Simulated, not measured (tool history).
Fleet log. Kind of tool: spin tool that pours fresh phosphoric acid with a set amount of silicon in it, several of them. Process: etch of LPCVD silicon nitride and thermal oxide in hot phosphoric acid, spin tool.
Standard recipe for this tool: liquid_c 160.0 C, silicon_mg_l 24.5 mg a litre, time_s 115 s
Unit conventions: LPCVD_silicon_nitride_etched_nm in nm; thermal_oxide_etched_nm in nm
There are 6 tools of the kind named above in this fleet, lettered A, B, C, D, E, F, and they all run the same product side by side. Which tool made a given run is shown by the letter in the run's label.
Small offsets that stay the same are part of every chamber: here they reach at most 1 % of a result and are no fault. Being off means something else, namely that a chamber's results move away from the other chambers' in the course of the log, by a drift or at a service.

run   hour  liquid_c  silicon_mg_l  time_s  hours since the thermometer was replaced  hours since the dissolved silicon flow meter was replaced  hours since the heated supply line was repaired  read-back film thickness of the LPCVD silicon nitride reference wafer, read on the same gauge (nm)  read-back film thickness of the thermal oxide reference wafer, read on the same gauge (nm)  LPCVD_silicon_nitride_etched_nm  thermal_oxide_etched_nm
       7.9  -- chamber E: dissolved silicon flow meter replaced
 1A    8.1     160.0          24.5     115                                    1493.4                                                      832.8                                            860.1                                                                                              70.005                                                                                      89.997                          10.9840                 0.216990
 2E   18.5     160.0          24.5     115                                     384.9                                                       10.6                                           1063.2                                                                                              70.008                                                                                      90.006                          10.8530                 0.170350
 3C   28.5     160.0          24.5     115                                     954.4                                                     1444.5                                            998.4                                                                                              69.984                                                                                      90.013                          11.1410                 0.181340
 4B   38.4     160.0          24.5     115                                     232.3                                                     1590.6                                           1347.0                                                                                              70.007                                                                                      90.032                          11.1010                 0.190350
 5D   46.9     160.0          24.5     115                                     846.2                                                     1773.9                                            274.0                                                                                              69.996                                                                                      89.999                          11.0350                 0.162200
 6F   58.0     159.0          24.5     160                                     127.4                                                      164.4                                            900.5                                                                                              70.005                                                                                      89.978                          14.7140                 0.241660
 7A   67.9     159.0          24.5     160                                    1553.2                                                      892.6                                            919.9                                                                                              70.010                                                                                      89.991                          14.8700                 0.268570
 8F   78.7     159.0          24.5     160                                     148.1                                                      185.1                                            921.2                                                                                              70.022                                                                                      89.969                          14.7870                 0.204830
      82.4  -- chamber D: thermometer replaced
 9E   86.1     159.0          24.5     160                                     452.5                                                       78.2                                           1130.8                                                                                              70.003                                                                                      89.999                          14.7880                 0.235870
10D   95.3     159.0          24.5     160                                      12.9                                                     1822.3                                            322.4                                                                                              69.984                                                                                      90.030                          14.9010                 0.222740
11B  103.0     159.0          24.5     160                                     296.9                                                     1655.2                                           1411.6                                                                                              70.032                                                                                      89.990                          14.8560                 0.209620
12C  108.4     160.0          24.5     115                                    1034.3                                                     1524.4                                           1078.3                                                                                              70.001                                                                                      89.976                          10.9480                 0.183340
13C  117.6     160.0          24.5     115                                    1043.5                                                     1533.6                                           1087.5                                                                                              69.981                                                                                      89.997                          11.0590                 0.123310
14E  124.2     157.5          24.5      90                                     490.6                                                      116.3                                           1168.9                                                                                              69.989                                                                                      90.014                           7.7779                 0.101480
15F  132.7     157.5          24.5      90                                     202.1                                                      239.1                                            975.2                                                                                              69.990                                                                                      90.004                           7.8510                 0.123860
16B  142.4     157.5          24.5      90                                     336.3                                                     1694.6                                           1451.0                                                                                              69.992                                                                                      89.979                           7.9673                 0.103750
17D  153.3     157.5          24.5      90                                      70.9                                                     1880.3                                            380.4                                                                                              70.005                                                                                      90.016                           7.9501                 0.114110
18A  164.1     157.5          24.5      90                                    1649.4                                                      988.8                                           1016.1                                                                                              70.007                                                                                      90.024                           7.9825                 0.096053
19E  173.3     157.5          24.5      90                                     539.7                                                      165.4                                           1218.0                                                                                              69.991                                                                                      90.003                           7.8889                 0.114020
20D  180.8     160.0          24.5     115                                      98.4                                                     1907.8                                            407.9                                                                                              69.994                                                                                      90.004                          11.1730                 0.162820
21F  191.1     160.0          17.0     115                                     260.5                                                      297.5                                           1033.6                                                                                              70.006                                                                                      90.004                          10.9660                 0.132540
22A  197.0     160.0          17.0     115                                    1682.3                                                     1021.7                                           1049.0                                                                                              70.025                                                                                      89.995                          11.0800                 0.207350
23B  205.3     160.0          17.0     115                                     399.2                                                     1757.5                                           1513.9                                                                                              69.984                                                                                      90.000                          11.1000                 0.230450
     210.2  -- chamber D: dissolved silicon flow meter replaced
24C  215.0     160.0          17.0     115                                    1140.9                                                     1631.0                                           1184.9                                                                                              69.987                                                                                      90.018                          11.0900                 0.190970
25C  220.3     160.0          17.0     115                                    1146.2                                                     1636.3                                           1190.2                                                                                              70.003                                                                                      89.978                          11.1100                 0.174270
26D  228.5     160.0          17.0     115                                     146.1                                                       18.3                                            455.6                                                                                              69.994                                                                                      89.993                          10.9960                 0.142010
27F  238.8     160.0          24.5     115                                     308.2                                                      345.2                                           1081.3                                                                                              69.992                                                                                      90.003                          11.0160                 0.156330
28A  248.6     160.0          24.5     115                                    1733.9                                                     1073.3                                           1100.6                                                                                              69.991                                                                                      89.994                          10.9230                 0.176080
29B  258.3     160.0          24.5     165                                     452.2                                                     1810.5                                           1566.9                                                                                              70.000                                                                                      89.992                          16.0000                 0.272240
30E  264.6     160.0          24.5     165                                     631.0                                                      256.7                                           1309.3                                                                                              69.995                                                                                      90.004                          15.6910                 0.281440
31D  273.4     160.0          24.5     165                                     191.0                                                       63.2                                            500.5                                                                                              70.008                                                                                      90.030                          15.9110                 0.247300
32E  281.3     160.0          24.5     165                                     647.7                                                      273.4                                           1326.0                                                                                              69.990                                                                                      90.003                          15.7290                 0.270850
33F  293.0     160.0          24.5     165                                     362.4                                                      399.4                                           1135.5                                                                                              69.987                                                                                      90.000                          15.8380                 0.239220
34A  303.0     160.0          24.5     165                                    1788.3                                                     1127.7                                           1155.0                                                                                              70.001                                                                                      90.020                          15.8800                 0.230250
35C  308.5     160.0          24.5     115                                    1234.4                                                     1724.5                                           1278.4                                                                                              69.997                                                                                      89.991                          11.1240                 0.151730
36B  314.7     160.0          24.5     115                                     508.6                                                     1866.9                                           1623.3                                                                                              70.033                                                                                      90.010                          11.2150                 0.147520
37C  320.0     159.0          24.5     115                                    1245.9                                                     1736.0                                           1289.9                                                                                              69.985                                                                                      90.042                          10.7020                 0.155110
38A  330.2     159.0          24.5     115                                    1815.5                                                     1154.9                                           1182.2                                                                                              69.995                                                                                      90.007                          10.7810                 0.173680

Does one chamber stand apart from the rest, does the shared gauge drift, or is all well apart from small per-chamber offsets? Give the chamber and the most likely cause, where there is one.

No chamber is off and the gauge is stable; the differences are just each chamber's small, constant offset.
